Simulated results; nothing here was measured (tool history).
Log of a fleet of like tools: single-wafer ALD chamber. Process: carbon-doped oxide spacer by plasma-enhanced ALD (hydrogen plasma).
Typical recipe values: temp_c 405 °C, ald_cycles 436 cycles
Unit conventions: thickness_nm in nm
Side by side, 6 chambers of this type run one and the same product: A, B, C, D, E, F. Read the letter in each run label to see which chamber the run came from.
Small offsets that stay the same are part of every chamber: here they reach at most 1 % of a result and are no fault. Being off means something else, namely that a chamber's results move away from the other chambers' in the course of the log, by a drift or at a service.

| run | hour | temp_c | ald_cycles | read-back reference wafer on the same gauge, thickness_nm | thickness_nm |
|---|---|---|---|---|---|
| 1F | 6.1 | 405 | 436 | 19.105 | 21.386 |
| 2E | 12.0 | 405 | 436 | 19.103 | 21.586 |
| 3C | 22.6 | 405 | 436 | 19.117 | 21.541 |
| 4A | 34.1 | 405 | 436 | 19.108 | 21.675 |
| 5B | 42.9 | 405 | 436 | 19.111 | 21.548 |
| 6D | 53.1 | 405 | 436 | 19.126 | 21.641 |
| 7D | 61.0 | 405 | 436 | 19.130 | 21.721 |
| 8A | 71.0 | 405 | 436 | 19.127 | 21.651 |
| 9E | 81.7 | 405 | 436 | 19.129 | 21.606 |
| 10F | 92.0 | 405 | 436 | 19.129 | 21.413 |
| 11B | 98.1 | 405 | 436 | 19.132 | 21.541 |
| 12C | 109.8 | 405 | 488 | 19.155 | 24.282 |
| 13D | 122.0 | 405 | 488 | 19.147 | 24.300 |
| 14E | 132.1 | 405 | 488 | 19.155 | 24.245 |
| 15B | 143.8 | 405 | 488 | 19.156 | 24.120 |
| 16A | 151.7 | 405 | 488 | 19.164 | 24.287 |
| 17F | 160.4 | 405 | 488 | 19.156 | 23.946 |
| 18C | 166.8 | 405 | 436 | 19.161 | 21.723 |
| 19A | 179.1 | 392 | 369 | 19.172 | 18.647 |
| 20E | 186.3 | 392 | 369 | 19.173 | 18.645 |
| 21D | 195.0 | 392 | 369 | 19.171 | 18.687 |
| 22C | 205.0 | 392 | 369 | 19.168 | 18.646 |
| 23F | 213.3 | 392 | 369 | 19.185 | 18.365 |
| 24B | 221.8 | 392 | 369 | 19.192 | 18.535 |
| 25A | 232.6 | 405 | 436 | 19.189 | 21.696 |
| 26F | 239.2 | 405 | 436 | 19.187 | 21.407 |
| 27C | 249.8 | 405 | 387 | 19.191 | 19.252 |
| 28E | 261.5 | 405 | 387 | 19.195 | 19.209 |
| 29B | 274.7 | 405 | 387 | 19.204 | 19.206 |
| 30D | 282.7 | 405 | 387 | 19.202 | 19.297 |
| 31C | 291.4 | 405 | 387 | 19.208 | 19.220 |
| 32D | 299.0 | 405 | 387 | 19.214 | 19.283 |
| 33E | 310.0 | 405 | 436 | 19.209 | 21.767 |
| 34B | 318.5 | 405 | 436 | 19.222 | 21.670 |
| 35A | 324.9 | 405 | 436 | 19.225 | 21.709 |
| 36F | 334.1 | 405 | 436 | 19.218 | 21.468 |

Has any chamber moved away from the others, gradually or after a service, or does the common gauge drift, or do the chambers differ only by their own small steady offsets? State the chamber and the most likely cause if one applies.

It is the gauge, not a chamber: its drift shows up in every chamber's results at once, and no chamber is off.
Likeliest cause: gauge reads high (%) = 0.683.
